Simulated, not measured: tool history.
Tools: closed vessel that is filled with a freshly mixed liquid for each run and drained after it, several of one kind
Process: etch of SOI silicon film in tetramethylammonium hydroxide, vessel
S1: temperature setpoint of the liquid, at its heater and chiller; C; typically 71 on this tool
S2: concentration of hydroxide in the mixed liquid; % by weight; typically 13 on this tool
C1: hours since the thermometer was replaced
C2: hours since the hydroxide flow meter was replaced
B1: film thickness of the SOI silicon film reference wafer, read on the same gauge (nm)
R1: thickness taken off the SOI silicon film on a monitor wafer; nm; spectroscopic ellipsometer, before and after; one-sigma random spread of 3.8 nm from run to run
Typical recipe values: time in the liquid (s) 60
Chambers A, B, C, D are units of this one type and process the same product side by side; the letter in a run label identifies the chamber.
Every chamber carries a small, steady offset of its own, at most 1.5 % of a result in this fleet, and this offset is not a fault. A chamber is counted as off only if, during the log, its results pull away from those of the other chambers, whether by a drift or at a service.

run 1D day=0.367 | S1=71 S2=13 time_in_the_liquid_(s)=60 | C1=1663.2 C2=923.8 | B1=29.977 | R1=397.13
run 2A day=0.725 | S1=71 S2=13 time_in_the_liquid_(s)=60 | C1=996.6 C2=642.6 | B1=30.000 | R1=406.30
run 3C day=1.212 | S1=71 S2=13 time_in_the_liquid_(s)=60 | C1=1382.0 C2=701.3 | B1=30.021 | R1=407.57
run 4B day=1.788 | S1=71 S2=13 time_in_the_liquid_(s)=60 | C1=235.3 C2=398.4 | B1=30.014 | R1=401.07
-- day=2.162 chamber C: thermometer replaced
run 5C day=2.221 | S1=71 S2=13 time_in_the_liquid_(s)=60 | C1=1.4 C2=725.5 | B1=29.984 | R1=405.81
run 6D day=2.725 | S1=71 S2=13 time_in_the_liquid_(s)=60 | C1=1719.8 C2=980.4 | B1=30.001 | R1=405.59
-- day=2.800 chamber C: hydroxide flow meter replaced
run 7A day=3.379 | S1=71 S2=13 time_in_the_liquid_(s)=60 | C1=1060.3 C2=706.3 | B1=29.981 | R1=406.51
run 8B day=3.896 | S1=71 S2=13 time_in_the_liquid_(s)=60 | C1=285.9 C2=449.0 | B1=30.008 | R1=397.34
run 9A day=4.221 | S1=71 S2=13 time_in_the_liquid_(s)=60 | C1=1080.5 C2=726.5 | B1=29.991 | R1=406.01
run 10D day=4.825 | S1=71 S2=13 time_in_the_liquid_(s)=60 | C1=1770.2 C2=1030.8 | B1=30.024 | R1=405.44
run 11B day=5.204 | S1=71 S2=13 time_in_the_liquid_(s)=60 | C1=317.3 C2=480.4 | B1=30.012 | R1=402.55
run 12C day=5.533 | S1=71 S2=13 time_in_the_liquid_(s)=60 | C1=80.9 C2=65.7 | B1=30.008 | R1=396.01
run 13B day=6.100 | S1=71 S2=13 time_in_the_liquid_(s)=60 | C1=338.8 C2=501.9 | B1=29.982 | R1=402.28
run 14D day=6.692 | S1=71 S2=13 time_in_the_liquid_(s)=60 | C1=1815.0 C2=1075.6 | B1=30.006 | R1=404.80
-- day=6.854 chamber B: hydroxide flow meter replaced
run 15A day=7.362 | S1=71 S2=13 time_in_the_liquid_(s)=60 | C1=1155.9 C2=801.9 | B1=30.008 | R1=410.54
-- day=7.854 chamber A: thermometer replaced
run 16C day=7.883 | S1=71 S2=13 time_in_the_liquid_(s)=60 | C1=137.3 C2=122.1 | B1=30.007 | R1=408.34
run 17B day=8.296 | S1=71 S2=13 time_in_the_liquid_(s)=60 | C1=391.5 C2=34.7 | B1=30.010 | R1=406.88
run 18D day=8.688 | S1=67 S2=13 time_in_the_liquid_(s)=60 | C1=1862.9 C2=1123.5 | B1=30.010 | R1=315.96
run 19A day=9.025 | S1=67 S2=13 time_in_the_liquid_(s)=60 | C1=28.2 C2=841.8 | B1=30.000 | R1=319.43
run 20C day=9.696 | S1=67 S2=13 time_in_the_liquid_(s)=60 | C1=180.8 C2=165.6 | B1=29.999 | R1=321.71
run 21A day=10.229 | S1=67 S2=13 time_in_the_liquid_(s)=60 | C1=57.1 C2=870.7 | B1=29.997 | R1=321.56
run 22B day=10.767 | S1=71 S2=13 time_in_the_liquid_(s)=60 | C1=450.8 C2=94.0 | B1=29.998 | R1=399.03
run 23C day=11.250 | S1=71 S2=13 time_in_the_liquid_(s)=60 | C1=218.1 C2=202.9 | B1=30.002 | R1=406.91
run 24D day=11.917 | S1=71 S2=13 time_in_the_liquid_(s)=60 | C1=1940.4 C2=1201.0 | B1=29.993 | R1=407.54
run 25A day=12.317 | S1=71 S2=13 time_in_the_liquid_(s)=60 | C1=107.2 C2=920.8 | B1=30.017 | R1=405.70
run 26D day=13.000 | S1=71 S2=13 time_in_the_liquid_(s)=60 | C1=1966.4 C2=1227.0 | B1=29.981 | R1=404.50
run 27B day=13.633 | S1=71 S2=13 time_in_the_liquid_(s)=60 | C1=519.6 C2=162.8 | B1=29.996 | R1=407.19
run 28C day=14.308 | S1=71 S2=13 time_in_the_liquid_(s)=60 | C1=291.5 C2=276.3 | B1=30.003 | R1=407.71
run 29A day=14.838 | S1=71 S2=13 time_in_the_liquid_(s)=60 | C1=167.7 C2=981.3 | B1=30.013 | R1=409.25
run 30C day=15.204 | S1=71 S2=13 time_in_the_liquid_(s)=60 | C1=313.0 C2=297.8 | B1=30.010 | R1=401.78
run 31D day=15.504 | S1=71 S2=13 time_in_the_liquid_(s)=60 | C1=2026.5 C2=1287.1 | B1=29.999 | R1=404.60
run 32B day=15.921 | S1=71 S2=13 time_in_the_liquid_(s)=60 | C1=574.5 C2=217.7 | B1=30.022 | R1=401.07
run 33B day=16.358 | S1=71 S2=13 time_in_the_liquid_(s)=60 | C1=585.0 C2=228.2 | B1=30.006 | R1=409.75
run 34A day=16.817 | S1=71 S2=13 time_in_the_liquid_(s)=60 | C1=215.2 C2=1028.8 | B1=29.997 | R1=407.11
run 35C day=17.396 | S1=71 S2=13 time_in_the_liquid_(s)=60 | C1=365.6 C2=350.4 | B1=30.024 | R1=397.34
run 36D day=17.967 | S1=71 S2=13 time_in_the_liquid_(s)=60 | C1=2085.6 C2=1346.2 | B1=30.021 | R1=410.42
run 37B day=18.483 | S1=71 S2=13 time_in_the_liquid_(s)=60 | C1=636.0 C2=279.2 | B1=30.003 | R1=401.31
run 38C day=19.171 | S1=71 S2=13 time_in_the_liquid_(s)=60 | C1=408.2 C2=393.0 | B1=29.996 | R1=404.02
run 39D day=19.842 | S1=71 S2=13 time_in_the_liquid_(s)=60 | C1=2130.6 C2=1391.2 | B1=29.984 | R1=400.96

Next, every chamber runs the same settings. What will each give?
run 40A day=20.338 | S1=71 S2=15 time_in_the_liquid_(s)=60 | R1=?
run 40B day=20.338 | S1=71 S2=15 time_in_the_liquid_(s)=60 | R1=?
run 40C day=20.338 | S1=71 S2=15 time_in_the_liquid_(s)=60 | R1=?
run 40D day=20.338 | S1=71 S2=15 time_in_the_liquid_(s)=60 | R1=?

run=40A R1=374.71
run=40B R1=380.16
run=40C R1=380.36
run=40D R1=380.21
